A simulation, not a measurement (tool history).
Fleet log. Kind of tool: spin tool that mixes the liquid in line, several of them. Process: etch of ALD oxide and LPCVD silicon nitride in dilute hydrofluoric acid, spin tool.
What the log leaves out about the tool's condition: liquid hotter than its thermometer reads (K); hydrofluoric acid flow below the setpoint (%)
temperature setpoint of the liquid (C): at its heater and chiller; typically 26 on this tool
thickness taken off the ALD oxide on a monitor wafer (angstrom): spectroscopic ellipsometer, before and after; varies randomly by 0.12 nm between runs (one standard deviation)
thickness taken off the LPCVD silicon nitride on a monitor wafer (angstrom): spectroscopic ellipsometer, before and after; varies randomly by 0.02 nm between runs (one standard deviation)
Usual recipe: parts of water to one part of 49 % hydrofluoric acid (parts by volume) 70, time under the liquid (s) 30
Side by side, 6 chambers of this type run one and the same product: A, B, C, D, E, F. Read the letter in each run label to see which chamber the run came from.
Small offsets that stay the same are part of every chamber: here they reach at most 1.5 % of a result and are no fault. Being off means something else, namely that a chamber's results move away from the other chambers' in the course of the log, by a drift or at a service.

| run | hour | temperature setpoint of the liquid (C) | parts of water to one part of 49 % hydrofluoric acid (parts by volume) | time under the liquid (s) | hours since the thermometer was replaced | hours since the hydrofluoric acid flow meter was replaced | read-back film thickness of the ALD oxide reference wafer, read on the same gauge (nm) | read-back film thickness of the LPCVD silicon nitride reference wafer, read on the same gauge (nm) | thickness taken off the ALD oxide on a monitor wafer (angstrom) | thickness taken off the LPCVD silicon nitride on a monitor wafer (angstrom) |
|---|---|---|---|---|---|---|---|---|---|---|
| 1B | 7.7 | 26 | 70 | 30 | 2058.0 | 778.9 | 39.979 | 89.972 | 154.38 | 3.0451 |
| 2E | 14.1 | 26 | 70 | 30 | 85.1 | 547.2 | 40.042 | 90.011 | 156.84 | 2.5364 |
| 3F | 20.5 | 26 | 70 | 30 | 1771.3 | 847.1 | 39.967 | 89.984 | 155.94 | 2.9519 |
| 4A | 31.2 | 26 | 70 | 30 | 503.8 | 1711.5 | 40.020 | 90.023 | 157.62 | 2.6508 |
| 5D | 39.7 | 26 | 45 | 30 | 1969.2 | 553.8 | 40.015 | 90.000 | 248.93 | 4.4128 |
| 6C | 46.7 | 26 | 45 | 30 | 554.3 | 1272.5 | 40.013 | 90.005 | 251.92 | 4.4600 |
| 7C | 54.4 | 26 | 45 | 30 | 562.0 | 1280.2 | 40.012 | 89.991 | 250.80 | 3.8975 |
|  | 61.9 | chamber C: hydrofluoric acid flow meter replaced |
| 8B | 64.1 | 26 | 45 | 30 | 2114.4 | 835.3 | 39.984 | 90.001 | 251.26 | 3.7501 |
| 9F | 71.3 | 26 | 45 | 30 | 1822.1 | 897.9 | 39.962 | 89.994 | 251.61 | 4.4088 |
| 10A | 82.8 | 26 | 45 | 30 | 555.4 | 1763.1 | 39.969 | 90.006 | 257.78 | 4.2364 |
| 11E | 88.7 | 26 | 70 | 30 | 159.7 | 621.8 | 39.948 | 90.021 | 154.95 | 2.3189 |
| 12D | 101.6 | 26 | 70 | 40 | 2031.1 | 615.7 | 40.013 | 89.989 | 205.13 | 3.2801 |
| 13B | 107.4 | 26 | 70 | 40 | 2157.7 | 878.6 | 40.011 | 90.014 | 208.20 | 3.5360 |
| 14D | 119.6 | 26 | 70 | 40 | 2049.1 | 633.7 | 40.004 | 90.008 | 209.30 | 3.1898 |
| 15E | 131.2 | 26 | 70 | 40 | 202.2 | 664.3 | 39.995 | 89.973 | 211.64 | 3.4890 |
| 16A | 143.7 | 26 | 70 | 40 | 616.3 | 1824.0 | 40.006 | 90.019 | 211.04 | 2.7244 |
| 17F | 150.7 | 26 | 70 | 40 | 1901.5 | 977.3 | 40.049 | 89.994 | 209.20 | 3.9313 |
| 18C | 156.3 | 26 | 70 | 30 | 663.9 | 94.4 | 40.000 | 90.013 | 155.97 | 2.5352 |
| 19D | 169.1 | 26 | 70 | 30 | 2098.6 | 683.2 | 39.978 | 89.995 | 155.35 | 2.6880 |
| 20C | 181.8 | 26 | 70 | 30 | 689.4 | 119.9 | 40.026 | 90.005 | 158.83 | 2.3482 |
|  | 188.1 | chamber D: hydrofluoric acid flow meter replaced |
| 21F | 192.8 | 26 | 70 | 30 | 1943.6 | 1019.4 | 40.005 | 90.011 | 157.98 | 2.6867 |
| 22A | 203.1 | 26 | 70 | 30 | 675.7 | 1883.4 | 40.037 | 90.000 | 158.58 | 2.8171 |
| 23B | 215.3 | 26 | 70 | 30 | 2265.6 | 986.5 | 39.996 | 90.002 | 155.58 | 2.9009 |
| 24E | 221.1 | 26 | 70 | 30 | 292.1 | 754.2 | 39.998 | 89.991 | 159.73 | 2.4943 |
| 25F | 233.1 | 26 | 70 | 30 | 1983.9 | 1059.7 | 39.967 | 89.984 | 156.59 | 2.7807 |
| 26B | 242.2 | 26 | 70 | 30 | 2292.5 | 1013.4 | 39.989 | 90.024 | 154.42 | 2.6777 |
| 27E | 249.3 | 26 | 70 | 30 | 320.3 | 782.4 | 39.997 | 90.031 | 158.44 | 2.6552 |
| 28C | 257.0 | 26 | 70 | 30 | 764.6 | 195.1 | 39.971 | 90.023 | 158.53 | 2.8029 |
| 29A | 262.9 | 26 | 45 | 30 | 735.5 | 1943.2 | 40.004 | 90.007 | 257.75 | 4.5530 |
| 30D | 270.9 | 26 | 45 | 30 | 2200.4 | 82.8 | 39.987 | 90.000 | 246.91 | 4.0357 |
| 31E | 280.4 | 26 | 45 | 30 | 351.4 | 813.5 | 40.000 | 89.994 | 256.97 | 4.4880 |
| 32B | 293.2 | 26 | 45 | 30 | 2343.5 | 1064.4 | 39.962 | 89.972 | 245.31 | 4.2953 |
| 33C | 302.8 | 26 | 45 | 30 | 810.4 | 240.9 | 39.988 | 89.972 | 253.13 | 3.4568 |
| 34A | 312.0 | 26 | 45 | 30 | 784.6 | 1992.3 | 40.014 | 89.984 | 255.46 | 4.2331 |
| 35D | 323.0 | 26 | 70 | 30 | 2252.5 | 134.9 | 39.982 | 90.008 | 156.11 | 2.7813 |
| 36F | 329.7 | 26 | 70 | 30 | 2080.5 | 1156.3 | 40.033 | 89.994 | 156.31 | 2.6769 |
| 37D | 342.3 | 26 | 70 | 30 | 2271.8 | 154.2 | 40.016 | 89.979 | 156.89 | 2.6156 |
| 38C | 353.2 | 26 | 70 | 30 | 860.8 | 291.3 | 39.954 | 90.002 | 157.91 | 2.5861 |
| 39F | 361.3 | 26 | 70 | 30 | 2112.1 | 1187.9 | 39.992 | 89.985 | 156.66 | 2.2699 |
| 40B | 372.1 | 26 | 70 | 30 | 2422.4 | 1143.3 | 40.001 | 90.044 | 154.85 | 2.6345 |
| 41A | 381.8 | 26 | 70 | 30 | 854.4 | 2062.1 | 40.010 | 90.013 | 157.99 | 2.4625 |
| 42E | 391.2 | 26 | 70 | 30 | 462.2 | 924.3 | 39.989 | 90.008 | 156.68 | 2.3298 |
| 43A | 397.0 | 26 | 70 | 30 | 869.6 | 2077.3 | 40.008 | 89.981 | 160.98 | 2.7117 |

The same settings go to every chamber for the next run, one line per chamber below. Forecast the results for each:
| 44A | 406.3 | 26 | 70 | 30 |  |  |  |  | ? | ? |
| 44B | 406.3 | 26 | 70 | 30 |  |  |  |  | ? | ? |
| 44C | 406.3 | 26 | 70 | 30 |  |  |  |  | ? | ? |
| 44D | 406.3 | 26 | 70 | 30 |  |  |  |  | ? | ? |
| 44E | 406.3 | 26 | 70 | 30 |  |  |  |  | ? | ? |
| 44F | 406.3 | 26 | 70 | 30 |  |  |  |  | ? | ? |

| run | thickness taken off the ALD oxide on a monitor wafer (angstrom) | thickness taken off the LPCVD silicon nitride on a monitor wafer (angstrom) |
|---|---|---|
| 44A | 158.69 | 2.4227 |
| 44B | 154.94 | 2.7127 |
| 44C | 158.96 | 2.5210 |
| 44D | 154.84 | 2.6115 |
| 44E | 156.87 | 2.8072 |
| 44F | 155.16 | 2.6462 |
